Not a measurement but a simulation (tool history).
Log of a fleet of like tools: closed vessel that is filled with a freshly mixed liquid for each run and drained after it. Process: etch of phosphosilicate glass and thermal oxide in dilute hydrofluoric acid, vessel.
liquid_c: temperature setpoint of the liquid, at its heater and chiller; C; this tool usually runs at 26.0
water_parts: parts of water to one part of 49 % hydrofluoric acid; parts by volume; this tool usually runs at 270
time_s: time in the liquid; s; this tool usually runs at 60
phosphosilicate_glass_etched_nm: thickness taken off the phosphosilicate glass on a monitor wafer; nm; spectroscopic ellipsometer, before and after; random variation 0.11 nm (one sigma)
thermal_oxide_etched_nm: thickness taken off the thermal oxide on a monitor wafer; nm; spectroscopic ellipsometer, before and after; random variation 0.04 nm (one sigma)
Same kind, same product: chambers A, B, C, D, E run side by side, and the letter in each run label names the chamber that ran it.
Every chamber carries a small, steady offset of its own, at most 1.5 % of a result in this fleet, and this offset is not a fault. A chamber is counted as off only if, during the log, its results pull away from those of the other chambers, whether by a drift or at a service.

run	hour	liquid_c	water_parts	time_s	hours since the thermometer was replaced	hours since the hydrofluoric acid flow meter was replaced	read-back film thickness of the phosphosilicate glass reference wafer, read on the same gauge (nm)	read-back film thickness of the thermal oxide reference wafer, read on the same gauge (nm)	phosphosilicate_glass_etched_nm	thermal_oxide_etched_nm
1C	9.0	26.0	270	60	152.6	288.7	69.988	39.985	12.3430	0.89425
2D	21.5	26.0	270	60	975.4	248.9	70.023	40.021	12.6950	0.92856
3B	35.1	26.0	270	60	184.4	305.4	69.988	39.990	12.8080	0.87657
4A	49.7	26.0	270	60	219.7	2037.5	69.998	39.999	12.5630	0.89941
5E	59.4	24.0	270	60	690.3	698.9	70.027	40.014	11.6810	0.85192
6B	74.5	24.0	270	60	223.8	344.8	69.986	39.997	12.1110	0.89151
7A	86.6	24.0	270	60	256.6	2074.4	69.946	40.005	11.7150	0.89783
8D	101.2	24.0	270	60	1055.1	328.6	69.997	39.988	11.7590	0.86577
9C	113.6	24.0	270	60	257.2	393.3	69.987	39.986	11.8440	0.83334
10E	120.3	26.0	270	60	751.2	759.8	69.994	40.008	12.6630	0.88370
11B	130.4	26.0	270	60	279.7	400.7	69.981	39.989	13.0710	0.90497
12C	144.5	26.0	270	60	288.1	424.2	70.011	39.994	12.5600	0.89061
13D	157.8	26.0	270	60	1111.7	385.2	69.975	40.005	12.7310	0.93606
14A	172.0	24.5	270	60	342.0	2159.8	69.998	39.982	11.7750	0.90619
15E	180.6	24.5	270	60	811.5	820.1	70.003	40.000	12.1200	0.90043
16C	192.0	24.5	270	60	335.6	471.7	70.032	39.994	11.9060	0.84507
17B	200.9	24.5	270	60	350.2	471.2	69.988	39.991	12.8970	0.94932
18E	213.1	24.5	270	60	844.0	852.6	69.984	40.010	12.0520	0.90441
19A	221.3	26.0	270	90	391.3	2209.1	70.019	40.002	18.7290	1.34430
# hour 225.5: chamber E: hydrofluoric acid flow meter replaced
20D	236.3	26.0	270	90	1190.2	463.7	70.026	39.994	19.0640	1.41560
21C	242.9	26.0	270	90	386.5	522.6	70.013	39.995	19.0550	1.42270
22A	255.7	26.0	270	90	425.7	2243.5	69.999	40.002	18.8040	1.32090
23D	266.3	26.0	270	90	1220.2	493.7	69.974	39.995	18.9130	1.27490
24E	278.9	26.0	270	60	909.8	53.5	69.993	39.992	12.3070	0.95397
25B	292.6	26.0	270	60	441.9	562.9	69.980	39.999	14.0400	1.02980
26A	300.1	26.0	270	60	470.1	2287.9	70.005	40.013	12.4370	0.83846
27E	311.9	26.0	270	60	942.8	86.5	70.001	39.993	12.4730	0.87439
28C	324.1	26.0	270	60	467.7	603.8	69.968	40.013	12.5640	0.92137
29D	337.8	26.0	270	60	1291.7	565.2	69.986	39.999	12.4980	0.93581
30B	351.4	26.0	270	60	500.7	621.7	70.001	39.973	14.2100	1.07070

Which is it: a chamber that has drifted or been left off by a service, a gauge drift common to all chambers, or only each chamber's usual small offset? If a chamber is off, name it and its likeliest cause.

Chamber B drifts away from the others.
What lies behind it: hydrofluoric acid flow above the setpoint (%) = 9.81.

Below are 4 candidate recipes for chamber B's next run, each the usual settings with a change, their results shown as question marks. Which of them brings B's results back in line with what the other chambers give on the usual settings?
Allowed miss from the other chambers' usual-settings mean, per result, to count as in line: phosphosilicate_glass_etched_nm 0.3900 nm; thermal_oxide_etched_nm 0.14000 nm
31B-1	362.3	26.0	280	60					?	?
31B-2	362.3	26.0	260	65					?	?
31B-3	362.3	26.0	260	60					?	?
31B-4	362.3	26.0	280	55					?	?

What the other chambers average on the usual settings: phosphosilicate_glass_etched_nm 12.5840 nm; thermal_oxide_etched_nm 0.92346 nm
run	phosphosilicate_glass_etched_nm	thermal_oxide_etched_nm
31B-1	13.7880	0.98049
31B-2	16.4050	1.16660
31B-3	15.1430	1.07690
31B-4	12.6390	0.89879
31B-4 is the one that brings the chamber's results back in line with the other chambers.
